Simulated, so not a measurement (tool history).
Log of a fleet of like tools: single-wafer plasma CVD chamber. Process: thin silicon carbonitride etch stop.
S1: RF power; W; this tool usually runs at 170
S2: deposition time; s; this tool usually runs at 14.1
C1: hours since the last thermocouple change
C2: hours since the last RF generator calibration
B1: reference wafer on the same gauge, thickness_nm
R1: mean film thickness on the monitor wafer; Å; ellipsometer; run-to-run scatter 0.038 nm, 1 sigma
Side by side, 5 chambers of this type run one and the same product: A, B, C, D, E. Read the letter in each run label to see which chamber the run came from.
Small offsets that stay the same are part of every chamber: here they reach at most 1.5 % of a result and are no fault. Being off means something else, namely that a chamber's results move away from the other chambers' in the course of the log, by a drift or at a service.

run,hour,S1,S2,C1,C2,B1,R1
1B,7.6,170,14.1,1143.6,1196.9,6.2419,77.392
# hour 8.1: chamber E: RF generator calibrated
2A,13.8,170,14.1,1681.9,668.5,6.2430,77.013
3D,22.4,170,14.1,1369.8,819.7,6.2370,76.736
# hour 25.7: chamber D: RF generator calibrated
4C,27.6,170,14.1,1520.3,1421.6,6.2420,75.265
5E,34.3,170,14.1,2377.2,26.2,6.2377,75.358
6D,41.8,170,14.1,1389.2,16.1,6.2328,76.573
7B,50.2,170,14.1,1186.2,1239.5,6.2364,77.194
8E,55.8,170,14.1,2398.7,47.7,6.2396,75.928
9A,61.0,170,14.1,1729.1,715.7,6.2409,76.422
10C,65.3,170,14.1,1558.0,1459.3,6.2388,75.788
11A,73.3,170,14.1,1741.4,728.0,6.2469,76.387
12E,81.1,170,14.1,2424.0,73.0,6.2446,75.855
13B,88.8,205,16.2,1224.8,1278.1,6.2394,93.921
14D,97.6,205,16.2,1445.0,71.9,6.2378,93.021
15C,104.4,205,16.2,1597.1,1498.4,6.2481,92.074
16E,112.7,205,16.2,2455.6,104.6,6.2400,92.207
17D,121.3,205,16.2,1468.7,95.6,6.2480,92.484
18C,129.4,145,12.6,1622.1,1523.4,6.2354,64.717
19B,137.4,145,12.6,1273.4,1326.7,6.2379,65.121
20A,144.2,145,12.6,1812.3,798.9,6.2410,65.201
21E,149.5,145,12.6,2492.4,141.4,6.2471,64.413
22C,157.3,145,12.6,1650.0,1551.3,6.2376,64.330
23D,162.6,170,14.1,1510.0,136.9,6.2417,75.905
24B,170.8,170,14.1,1306.8,1360.1,6.2393,76.777
25A,176.4,185,12.8,1844.5,831.1,6.2377,71.861
26A,185.2,185,12.8,1853.3,839.9,6.2362,70.549
27B,191.0,185,12.8,1327.0,1380.3,6.2399,72.187
28C,196.5,185,12.8,1689.2,1590.5,6.2408,70.382
29D,204.4,185,12.8,1551.8,178.7,6.2394,71.050
30E,211.1,170,14.1,2554.0,203.0,6.2383,75.174
31C,219.4,185,11.9,1712.1,1613.4,6.2379,65.491
32E,223.7,185,11.9,2566.6,215.6,6.2409,65.717
33B,232.2,185,11.9,1368.2,1421.5,6.2453,66.928
34D,236.6,185,11.9,1584.0,210.9,6.2374,66.319
35A,245.8,185,11.9,1913.9,900.5,6.2349,65.648
36B,250.1,170,14.1,1386.1,1439.4,6.2400,76.946
37D,255.0,170,14.1,1602.4,229.3,6.2385,75.755

Is one chamber off against the others, does the gauge drift, or is nothing wrong? If a chamber is off, say which, and what the likeliest cause is.

No chamber is off and the gauge is stable; the differences are just each chamber's small, constant offset.
